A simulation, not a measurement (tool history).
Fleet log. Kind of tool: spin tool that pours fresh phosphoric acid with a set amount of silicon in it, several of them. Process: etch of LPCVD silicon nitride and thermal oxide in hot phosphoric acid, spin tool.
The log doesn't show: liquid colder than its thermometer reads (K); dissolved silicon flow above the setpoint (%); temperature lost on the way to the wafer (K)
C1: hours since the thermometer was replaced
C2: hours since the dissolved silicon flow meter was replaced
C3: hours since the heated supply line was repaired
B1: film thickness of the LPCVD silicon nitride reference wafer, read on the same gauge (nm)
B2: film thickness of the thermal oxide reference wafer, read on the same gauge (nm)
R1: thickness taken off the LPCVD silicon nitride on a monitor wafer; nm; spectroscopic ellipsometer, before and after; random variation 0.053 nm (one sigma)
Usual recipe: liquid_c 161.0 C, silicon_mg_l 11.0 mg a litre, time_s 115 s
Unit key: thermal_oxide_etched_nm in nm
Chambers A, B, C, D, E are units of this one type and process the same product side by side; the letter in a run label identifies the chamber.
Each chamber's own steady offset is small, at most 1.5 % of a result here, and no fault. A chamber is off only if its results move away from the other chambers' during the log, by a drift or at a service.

run 1A hour=6.1 | liquid_c=161.0 silicon_mg_l=11.0 time_s=115 | C1=1536.7 C2=217.0 C3=727.2 | B1=80.001 B2=90.013 | R1=11.1250 thermal_oxide_etched_nm=0.28455
run 2C hour=15.0 | liquid_c=161.0 silicon_mg_l=11.0 time_s=115 | C1=419.3 C2=207.3 C3=536.8 | B1=79.991 B2=90.000 | R1=11.0300 thermal_oxide_etched_nm=0.27058
run 3B hour=21.0 | liquid_c=161.0 silicon_mg_l=11.0 time_s=115 | C1=690.7 C2=925.6 C3=1561.0 | B1=79.989 B2=89.992 | R1=11.0060 thermal_oxide_etched_nm=0.29414
run 4E hour=29.3 | liquid_c=161.0 silicon_mg_l=11.0 time_s=115 | C1=2112.4 C2=128.9 C3=181.1 | B1=79.976 B2=90.003 | R1=11.1000 thermal_oxide_etched_nm=0.28318
run 5D hour=37.8 | liquid_c=162.0 silicon_mg_l=11.0 time_s=135 | C1=1232.4 C2=216.6 C3=1154.3 | B1=79.980 B2=89.996 | R1=13.1510 thermal_oxide_etched_nm=0.34890
run 6D hour=44.5 | liquid_c=162.0 silicon_mg_l=11.0 time_s=135 | C1=1239.1 C2=223.3 C3=1161.0 | B1=80.010 B2=90.001 | R1=13.2210 thermal_oxide_etched_nm=0.36008
run 7C hour=49.8 | liquid_c=162.0 silicon_mg_l=11.0 time_s=135 | C1=454.1 C2=242.1 C3=571.6 | B1=79.971 B2=89.995 | R1=13.3300 thermal_oxide_etched_nm=0.31870
run 8E hour=54.9 | liquid_c=162.0 silicon_mg_l=11.0 time_s=135 | C1=2138.0 C2=154.5 C3=206.7 | B1=80.019 B2=90.000 | R1=13.4080 thermal_oxide_etched_nm=0.37556
run 9B hour=64.4 | liquid_c=162.0 silicon_mg_l=11.0 time_s=135 | C1=734.1 C2=969.0 C3=1604.4 | B1=79.978 B2=90.003 | R1=13.4150 thermal_oxide_etched_nm=0.29594
run 10A hour=72.5 | liquid_c=161.0 silicon_mg_l=11.0 time_s=115 | C1=1603.1 C2=283.4 C3=793.6 | B1=79.985 B2=90.009 | R1=11.0150 thermal_oxide_etched_nm=0.28871
run 11B hour=78.8 | liquid_c=163.5 silicon_mg_l=11.0 time_s=115 | C1=748.5 C2=983.4 C3=1618.8 | B1=80.019 B2=90.004 | R1=11.9540 thermal_oxide_etched_nm=0.30426
run 12C hour=87.1 | liquid_c=163.5 silicon_mg_l=11.0 time_s=115 | C1=491.4 C2=279.4 C3=608.9 | B1=79.990 B2=89.975 | R1=12.0470 thermal_oxide_etched_nm=0.32721
run 13D hour=93.2 | liquid_c=163.5 silicon_mg_l=11.0 time_s=115 | C1=1287.8 C2=272.0 C3=1209.7 | B1=80.025 B2=89.998 | R1=11.8460 thermal_oxide_etched_nm=0.29652
run 14E hour=101.0 | liquid_c=163.5 silicon_mg_l=11.0 time_s=115 | C1=2184.1 C2=200.6 C3=252.8 | B1=80.008 B2=89.987 | R1=12.0020 thermal_oxide_etched_nm=0.32714
run 15A hour=110.1 | liquid_c=163.5 silicon_mg_l=11.0 time_s=115 | C1=1640.7 C2=321.0 C3=831.2 | B1=80.025 B2=89.982 | R1=11.9980 thermal_oxide_etched_nm=0.31527
run 16C hour=116.6 | liquid_c=161.0 silicon_mg_l=11.0 time_s=115 | C1=520.9 C2=308.9 C3=638.4 | B1=79.975 B2=90.005 | R1=10.9860 thermal_oxide_etched_nm=0.25391
run 17D hour=124.4 | liquid_c=161.0 silicon_mg_l=11.0 time_s=115 | C1=1319.0 C2=303.2 C3=1240.9 | B1=80.027 B2=89.981 | R1=10.9060 thermal_oxide_etched_nm=0.27293
run 18B hour=129.5 | liquid_c=163.0 silicon_mg_l=18.0 time_s=115 | C1=799.2 C2=1034.1 C3=1669.5 | B1=79.977 B2=89.987 | R1=11.8530 thermal_oxide_etched_nm=0.26988
-- hour=131.7 chamber A: thermometer replaced
run 19A hour=134.7 | liquid_c=163.0 silicon_mg_l=18.0 time_s=115 | C1=3.0 C2=345.6 C3=855.8 | B1=80.012 B2=89.993 | R1=11.6760 thermal_oxide_etched_nm=0.27404
run 20E hour=139.4 | liquid_c=163.0 silicon_mg_l=18.0 time_s=115 | C1=2222.5 C2=239.0 C3=291.2 | B1=79.990 B2=90.016 | R1=11.8120 thermal_oxide_etched_nm=0.25856
run 21C hour=148.3 | liquid_c=163.0 silicon_mg_l=18.0 time_s=115 | C1=552.6 C2=340.6 C3=670.1 | B1=79.954 B2=90.019 | R1=11.7960 thermal_oxide_etched_nm=0.26456
run 22A hour=152.8 | liquid_c=163.0 silicon_mg_l=18.0 time_s=115 | C1=21.1 C2=363.7 C3=873.9 | B1=79.977 B2=90.004 | R1=11.7380 thermal_oxide_etched_nm=0.26875
run 23B hour=161.1 | liquid_c=161.0 silicon_mg_l=11.0 time_s=115 | C1=830.8 C2=1065.7 C3=1701.1 | B1=79.988 B2=89.999 | R1=10.9350 thermal_oxide_etched_nm=0.31760
run 24D hour=166.8 | liquid_c=161.0 silicon_mg_l=11.0 time_s=115 | C1=1361.4 C2=345.6 C3=1283.3 | B1=79.975 B2=89.996 | R1=10.9940 thermal_oxide_etched_nm=0.24925
run 25E hour=174.7 | liquid_c=161.0 silicon_mg_l=11.0 time_s=115 | C1=2257.8 C2=274.3 C3=326.5 | B1=80.019 B2=89.997 | R1=11.0210 thermal_oxide_etched_nm=0.30547
run 26A hour=180.6 | liquid_c=161.0 silicon_mg_l=11.0 time_s=115 | C1=48.9 C2=391.5 C3=901.7 | B1=80.010 B2=89.992 | R1=11.0050 thermal_oxide_etched_nm=0.26544
run 27B hour=185.2 | liquid_c=161.0 silicon_mg_l=11.0 time_s=115 | C1=854.9 C2=1089.8 C3=1725.2 | B1=80.014 B2=89.989 | R1=11.1150 thermal_oxide_etched_nm=0.23585
run 28C hour=191.7 | liquid_c=161.0 silicon_mg_l=11.0 time_s=150 | C1=596.0 C2=384.0 C3=713.5 | B1=80.003 B2=90.006 | R1=14.4810 thermal_oxide_etched_nm=0.34172
run 29D hour=200.3 | liquid_c=161.0 silicon_mg_l=11.0 time_s=150 | C1=1394.9 C2=379.1 C3=1316.8 | B1=79.986 B2=89.965 | R1=14.2780 thermal_oxide_etched_nm=0.32756
-- hour=200.5 chamber A: dissolved silicon flow meter replaced
run 30E hour=206.2 | liquid_c=161.0 silicon_mg_l=11.0 time_s=150 | C1=2289.3 C2=305.8 C3=358.0 | B1=79.995 B2=90.002 | R1=14.4400 thermal_oxide_etched_nm=0.33428
run 31B hour=214.4 | liquid_c=161.0 silicon_mg_l=11.0 time_s=150 | C1=884.1 C2=1119.0 C3=1754.4 | B1=80.005 B2=90.008 | R1=14.4040 thermal_oxide_etched_nm=0.35777
run 32C hour=222.5 | liquid_c=161.0 silicon_mg_l=11.0 time_s=150 | C1=626.8 C2=414.8 C3=744.3 | B1=79.986 B2=89.994 | R1=14.4240 thermal_oxide_etched_nm=0.36205
run 33D hour=230.2 | liquid_c=161.0 silicon_mg_l=11.0 time_s=115 | C1=1424.8 C2=409.0 C3=1346.7 | B1=79.992 B2=90.043 | R1=10.8950 thermal_oxide_etched_nm=0.28883
run 34A hour=234.4 | liquid_c=161.0 silicon_mg_l=11.0 time_s=115 | C1=102.7 C2=33.9 C3=955.5 | B1=80.018 B2=89.994 | R1=11.0280 thermal_oxide_etched_nm=0.26542
run 35E hour=239.6 | liquid_c=161.0 silicon_mg_l=11.0 time_s=115 | C1=2322.7 C2=339.2 C3=391.4 | B1=80.004 B2=90.009 | R1=11.0030 thermal_oxide_etched_nm=0.28635
run 36E hour=243.9 | liquid_c=161.0 silicon_mg_l=11.0 time_s=115 | C1=2327.0 C2=343.5 C3=395.7 | B1=80.015 B2=90.025 | R1=11.0050 thermal_oxide_etched_nm=0.24804
run 37A hour=252.8 | liquid_c=161.0 silicon_mg_l=5.5 time_s=50 | C1=121.1 C2=52.3 C3=973.9 | B1=79.995 B2=90.019 | R1=4.7878 thermal_oxide_etched_nm=0.11558
run 38B hour=262.4 | liquid_c=161.0 silicon_mg_l=5.5 time_s=50 | C1=932.1 C2=1167.0 C3=1802.4 | B1=79.975 B2=89.997 | R1=4.8052 thermal_oxide_etched_nm=0.13401
run 39D hour=270.3 | liquid_c=161.0 silicon_mg_l=5.5 time_s=50 | C1=1464.9 C2=449.1 C3=1386.8 | B1=80.022 B2=90.014 | R1=4.7399 thermal_oxide_etched_nm=0.12965
run 40C hour=276.5 | liquid_c=161.0 silicon_mg_l=5.5 time_s=50 | C1=680.8 C2=468.8 C3=798.3 | B1=80.005 B2=89.991 | R1=4.7993 thermal_oxide_etched_nm=0.11816
run 41D hour=284.9 | liquid_c=161.0 silicon_mg_l=5.5 time_s=50 | C1=1479.5 C2=463.7 C3=1401.4 | B1=80.015 B2=90.021 | R1=4.7892 thermal_oxide_etched_nm=0.14227

Has any chamber moved away from the others, gradually or after a service, or does the common gauge drift, or do the chambers differ only by their own small steady offsets? State the chamber and the most likely cause if one applies.

Beyond each chamber's small constant offset nothing stands out, and the gauge stays steady.
